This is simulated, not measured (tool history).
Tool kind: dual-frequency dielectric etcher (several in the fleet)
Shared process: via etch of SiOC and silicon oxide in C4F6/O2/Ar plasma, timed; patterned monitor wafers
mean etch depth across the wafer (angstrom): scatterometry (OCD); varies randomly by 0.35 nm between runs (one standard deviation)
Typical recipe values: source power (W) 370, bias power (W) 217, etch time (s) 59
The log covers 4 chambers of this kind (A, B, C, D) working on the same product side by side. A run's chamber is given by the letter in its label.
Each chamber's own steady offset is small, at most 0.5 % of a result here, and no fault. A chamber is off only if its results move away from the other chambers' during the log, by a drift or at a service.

run   hour  source power (W)  bias power (W)  etch time (s)  hours since the last wet clean  hours since the last source power generator calibration  hours since the last bias power generator calibration  read-back reference wafer on the same gauge, depth_nm  mean etch depth across the wafer (angstrom)
 1D    9.6               370             217             59                           425.7                                                   1452.5                                                  603.7                                                 71.795                                       690.69
 2A   20.6               370             217             59                           146.7                                                    695.4                                                 1003.4                                                  71.69                                       693.79
      26.5  -- chamber D: wet clean of the chamber
 3B     30               370             217             59                            78.8                                                    409.9                                                    745                                                 71.788                                       683.05
 4C   38.7               370             217             59                             213                                                   1077.2                                                 4151.4                                                 71.601                                       691.34
 5C   48.1               370             217             59                           222.4                                                   1086.6                                                 4160.8                                                 71.679                                       688.67
 6A   56.9               370             217             59                             183                                                    731.7                                                 1039.7                                                 71.722                                        692.2
 7D   62.6               340             217           70.5                            36.1                                                   1505.5                                                  656.7                                                  71.65                                       797.84
 8B   73.8               340             217           70.5                           122.6                                                    453.7                                                  788.8                                                 71.626                                       797.36
 9A   85.6               340             217           70.5                           211.7                                                    760.4                                                 1068.4                                                 71.722                                       794.89
10C   95.5               340             217           70.5                           269.8                                                     1134                                                 4208.2                                                 71.764                                       798.08
11D  104.2               440             217             59                            77.7                                                   1547.1                                                  698.3                                                 71.703                                       732.58
12B  116.6               440             217             59                           165.4                                                    496.5                                                  831.6                                                   71.7                                       728.66
13C  128.4               440             217             59                           302.7                                                   1166.9                                                 4241.1                                                 71.698                                       738.92
14A  136.5               440             217             59                           262.6                                                    811.3                                                 1119.3                                                 71.646                                       731.79
15B  142.5               370             217             52                           191.3                                                    522.4                                                  857.5                                                 71.799                                       604.42
16D  149.8               370             217             52                           123.3                                                   1592.7                                                  743.9                                                 71.717                                       607.16
     153.2  -- chamber C: wet clean of the chamber
17B  160.3               370             217             52                           209.1                                                    540.2                                                  875.3                                                  71.74                                       607.09
18D  172.2               370             217             52                           145.7                                                   1615.1                                                  766.3                                                 71.756                                       602.51
19A  178.6               370             217             59                           304.7                                                    853.4                                                 1161.4                                                  71.64                                       682.42
20C  187.2               370             217             59                            34.1                                                   1225.7                                                 4299.9                                                  71.65                                        691.6
21D  199.2               370             217             59                           172.7                                                   1642.1                                                  793.3                                                 71.788                                       682.53
22A  205.5               300             217             59                           331.6                                                    880.3                                                 1188.3                                                 71.679                                       623.65
23C  212.8               300             217             59                            59.7                                                   1251.3                                                 4325.5                                                 71.713                                       639.25
24B  221.2               300             217             59                             270                                                    601.1                                                  936.2                                                 71.667                                       631.79
25A  230.8               300             217             59                           356.9                                                    905.6                                                 1213.6                                                 71.681                                       623.31
26B  238.5               370             217             59                           287.3                                                    618.4                                                  953.5                                                 71.681                                       688.82
27C  246.9               370             217             59                            93.8                                                   1285.4                                                 4359.6                                                 71.686                                       687.67
28D  257.3               370             217             59                           230.8                                                   1700.2                                                  851.4                                                 71.665                                       685.06
29B  264.1               400             243             59                           312.9                                                      644                                                  979.1                                                 71.678                                        737.3
30A  270.3               400             243             59                           396.4                                                    945.1                                                 1253.1                                                 71.641                                       719.94
31C  283.3               400             243             59                           130.2                                                   1321.8                                                   4396                                                 71.683                                       732.16
     285.4  -- chamber C: bias power generator calibrated
32D  293.5               400             243             59                             267                                                   1736.4                                                  887.6                                                 71.701                                       735.33
33D  303.5               340             217             59                             277                                                   1746.4                                                  897.6                                                 71.725                                       664.34
34C  314.1               340             217             59                             161                                                   1352.6                                                   28.8                                                 71.656                                        665.8

For the next run the whole fleet of 4 chambers uses the same settings. Give each chamber's results:
35A  323.6               370             217             59                                                                                                                                                                                                                                                   ?
35B  323.6               370             217             59                                                                                                                                                                                                                                                   ?
35C  323.6               370             217             59                                                                                                                                                                                                                                                   ?
35D  323.6               370             217             59                                                                                                                                                                                                                                                   ?

run  mean etch depth across the wafer (angstrom)
35A                                       667.27
35B                                       684.65
35C                                       688.46
35D                                       684.15
